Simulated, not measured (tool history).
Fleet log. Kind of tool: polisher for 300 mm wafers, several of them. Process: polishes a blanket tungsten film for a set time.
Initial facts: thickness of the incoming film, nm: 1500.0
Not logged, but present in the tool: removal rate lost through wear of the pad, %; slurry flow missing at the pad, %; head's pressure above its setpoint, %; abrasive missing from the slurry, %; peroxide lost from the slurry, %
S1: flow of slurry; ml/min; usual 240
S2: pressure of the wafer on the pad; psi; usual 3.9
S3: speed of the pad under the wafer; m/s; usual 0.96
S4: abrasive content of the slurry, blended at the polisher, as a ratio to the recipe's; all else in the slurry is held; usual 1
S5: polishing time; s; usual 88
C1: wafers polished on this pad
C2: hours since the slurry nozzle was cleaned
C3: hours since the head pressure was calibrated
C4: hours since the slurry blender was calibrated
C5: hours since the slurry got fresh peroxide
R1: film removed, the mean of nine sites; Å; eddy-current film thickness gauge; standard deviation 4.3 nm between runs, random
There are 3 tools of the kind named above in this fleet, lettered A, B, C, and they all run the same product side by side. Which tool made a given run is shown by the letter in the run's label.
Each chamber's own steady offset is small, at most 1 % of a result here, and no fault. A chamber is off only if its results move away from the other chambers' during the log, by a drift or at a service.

run   hour   S1   S2    S3  S4  S5    C1     C2      C3     C4    C5      R1
 1A   11.2  240  3.9  0.96   1  88   487  127.5   569.7  234.1  17.7  4111.7
 2C   19.1  240  3.9  0.96   1  88   265   36.5   984.4   73.0  73.3  4247.7
      24.5  -- chamber B: worn pad replaced by a new one
      24.8  -- chamber A: slurry blender recalibrated
 3B   25.1  240  3.9  0.96   1  88     4  250.7   108.0  270.6  52.1  4175.3
      25.9  -- chamber C: slurry tank refilled with fresh slurry and peroxide
 4B   33.4  240  3.9  0.96   1  88    69  259.0   116.3  278.9  60.4  4171.7
      42.0  -- chamber A: slurry tank refilled with fresh slurry and peroxide
 5A   44.9  240  3.9  0.96   1  88   749  161.2   603.4   20.1   3.0  4250.4
 6C   52.2  240  3.9  0.74   1  88   522   69.6  1017.5  106.1  26.3  3200.4
 7A   62.7  240  3.9  0.74   1  88   887  179.0   621.2   37.9  20.8  3200.3
 8C   68.3  240  3.9  0.74   1  88   648   85.7  1033.6  122.2  42.4  3188.7
      73.1  -- chamber B: slurry tank refilled with fresh slurry and peroxide
      76.3  -- chamber B: slurry blender recalibrated
 9B   80.6  240  3.9  0.96   1  88   436  306.2   163.5    4.3   7.6  4060.0
10B   87.2  320  3.9  0.96   1  88   488  312.8   170.1   10.9  14.2  4250.1
      92.3  -- chamber A: slurry tank refilled with fresh slurry and peroxide
11C   95.2  320  3.9  0.96   1  88   857  112.6  1060.5  149.1  69.3  4278.8
12A  102.3  320  3.9  0.96   1  88  1195  218.6   660.8   77.5  10.0  4309.3
     110.0  -- chamber C: worn pad replaced by a new one
     110.4  -- chamber A: worn pad replaced by a new one
13C  112.2  240  3.9  0.96   1  88    17  129.6  1077.5  166.1  86.3  4205.0
     115.3  -- chamber C: slurry tank refilled with fresh slurry and peroxide
     124.5  -- chamber A: head pressure recalibrated
14B  124.6  240  3.9  0.96   1  88   779  350.2   207.5   48.3  51.6  4148.2
15A  133.3  240  3.9  0.96   1  88   178  249.6     8.8  108.5  41.0  4125.4
     142.0  -- chamber A: slurry tank refilled with fresh slurry and peroxide
16A  144.2  240  3.9  0.96   1  88   263  260.5    19.7  119.4   2.3  4216.5
     150.8  -- chamber C: head pressure recalibrated
17C  152.8  240  3.9  0.96   1  88   333  170.2     2.1  206.7  37.6  4202.7
     154.3  -- chamber B: slurry tank refilled with fresh slurry and peroxide
18B  161.7  240  3.9  0.96   1  88  1067  387.3   244.6   85.4   7.4  4045.4
     166.4  -- chamber C: slurry blender recalibrated
19A  170.9  240  3.9  0.96   1  88   471  287.2    46.4  146.1  29.0  4201.2
20C  182.3  240  3.9  0.96   1  88   562  199.7    31.6   16.0  67.1  4143.0
21B  187.9  240  3.9  0.96   1  88  1271  413.5   270.8  111.6  33.6  4001.1
22A  200.3  240  3.9  0.96   1  88   699  316.6    75.8  175.5  58.4  4197.2
     203.8  -- chamber C: slurry tank refilled with fresh slurry and peroxide
     206.6  -- chamber B: worn pad replaced by a new one
23C  212.2  240  3.9  0.96   1  88   795  229.6    61.5   45.9   8.5  4164.4
24B  220.1  240  3.9  0.96   1  88   105  445.7   303.0  143.8  65.8  3908.7
25C  229.3  240  3.9  0.96   1  88   928  246.7    78.6   63.0  25.6  4104.3
26B  239.7  240  3.9  0.96   1  88   258  465.3   322.6  163.4  85.4  3947.9

For the next run the whole fleet of 3 chambers uses the same settings. Give each chamber's results:
27A  248.8  240  3.9  0.96   1  88                       ?
27B  248.8  240  3.9  0.96   1  88                       ?
27C  248.8  240  3.9  0.96   1  88                       ?

run      R1
27A  4218.3
27B  3928.5
27C  4176.4

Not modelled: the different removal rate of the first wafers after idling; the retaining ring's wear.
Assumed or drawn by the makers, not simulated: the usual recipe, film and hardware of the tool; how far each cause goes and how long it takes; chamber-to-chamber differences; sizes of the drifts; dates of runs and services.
